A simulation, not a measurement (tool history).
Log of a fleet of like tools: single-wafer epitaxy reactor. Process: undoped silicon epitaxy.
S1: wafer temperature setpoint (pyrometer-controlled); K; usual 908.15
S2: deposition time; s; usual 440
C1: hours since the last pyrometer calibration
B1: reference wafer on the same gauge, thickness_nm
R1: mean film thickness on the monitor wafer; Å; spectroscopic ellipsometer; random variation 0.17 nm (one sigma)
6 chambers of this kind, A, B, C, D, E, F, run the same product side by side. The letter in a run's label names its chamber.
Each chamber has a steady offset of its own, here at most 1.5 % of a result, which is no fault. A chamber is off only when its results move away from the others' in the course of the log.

run,hour,S1,S2,C1,B1,R1
1C,6.9,908.15,440,7.8,55.967,531.08
2F,16.7,908.15,440,1193.7,55.97,530.22
3B,25.4,908.15,440,1530.9,56.044,529.09
4E,34.6,908.15,440,1924.8,55.982,532.57
5A,41.6,908.15,440,1103.7,56,534.98
6D,47.4,908.15,440,1960.3,56.01,539.47
7A,53.7,916.15,511,1115.8,55.993,740.59
8B,63.6,916.15,511,1569.1,56.032,737.37
9C,74.7,916.15,511,75.6,56.024,742.66
10D,86.3,916.15,511,1999.2,55.982,742.37
11E,98.1,916.15,511,1988.3,55.969,740.69
12F,105.9,916.15,511,1282.9,55.938,737.1
13B,112.5,908.15,440,1618,56.008,530.12
14F,121.9,908.15,440,1298.9,55.998,531.6
15C,129.8,908.15,440,130.7,55.971,532.16
16E,141.2,916.15,394,2031.4,55.979,572.28
17A,149.8,916.15,394,1211.9,56.002,571.76
18D,156.4,916.15,394,2069.3,56.005,577.06
19E,164.7,916.15,394,2054.9,55.973,568.9
20D,171.9,916.15,394,2084.8,55.967,576.73
21C,177.4,916.15,394,178.3,56.039,568.95
22A,182.9,908.15,440,1245,56.044,533.34
23F,194,917.15,507,1371,55.98,750.75
24B,205.4,917.15,507,1710.9,56.02,745.65
25A,216.8,917.15,507,1278.9,56.02,750.02
26B,226.6,917.15,507,1732.1,55.993,744.14
27D,234,917.15,507,2146.9,56.035,756.97
28E,244.4,917.15,507,2134.6,56.007,751.29
29F,253.2,908.15,466,1430.2,55.98,561.73
30C,260.7,908.15,466,261.6,56.004,564.75
31A,266.9,908.15,466,1329,56.004,565.14
32D,277,908.15,466,2189.9,55.998,566.46
33E,283.7,908.15,466,2173.9,56.008,563.55
34F,292.3,908.15,466,1469.3,56.039,562.75
35B,300,908.15,440,1805.5,55.982,529.1
36C,306,908.15,440,306.9,55.945,532.6
37F,311.7,908.15,440,1488.7,56.017,533.69
38A,320.2,908.15,440,1382.3,56.008,529.97

Next, every chamber runs the same settings. What will each give?
39A,328.7,908.15,496,,,?
39B,328.7,908.15,496,,,?
39C,328.7,908.15,496,,,?
39D,328.7,908.15,496,,,?
39E,328.7,908.15,496,,,?
39F,328.7,908.15,496,,,?

run,R1
39A,600.86
39B,601.78
39C,601.94
39D,608.39
39E,598.8
39F,601.95

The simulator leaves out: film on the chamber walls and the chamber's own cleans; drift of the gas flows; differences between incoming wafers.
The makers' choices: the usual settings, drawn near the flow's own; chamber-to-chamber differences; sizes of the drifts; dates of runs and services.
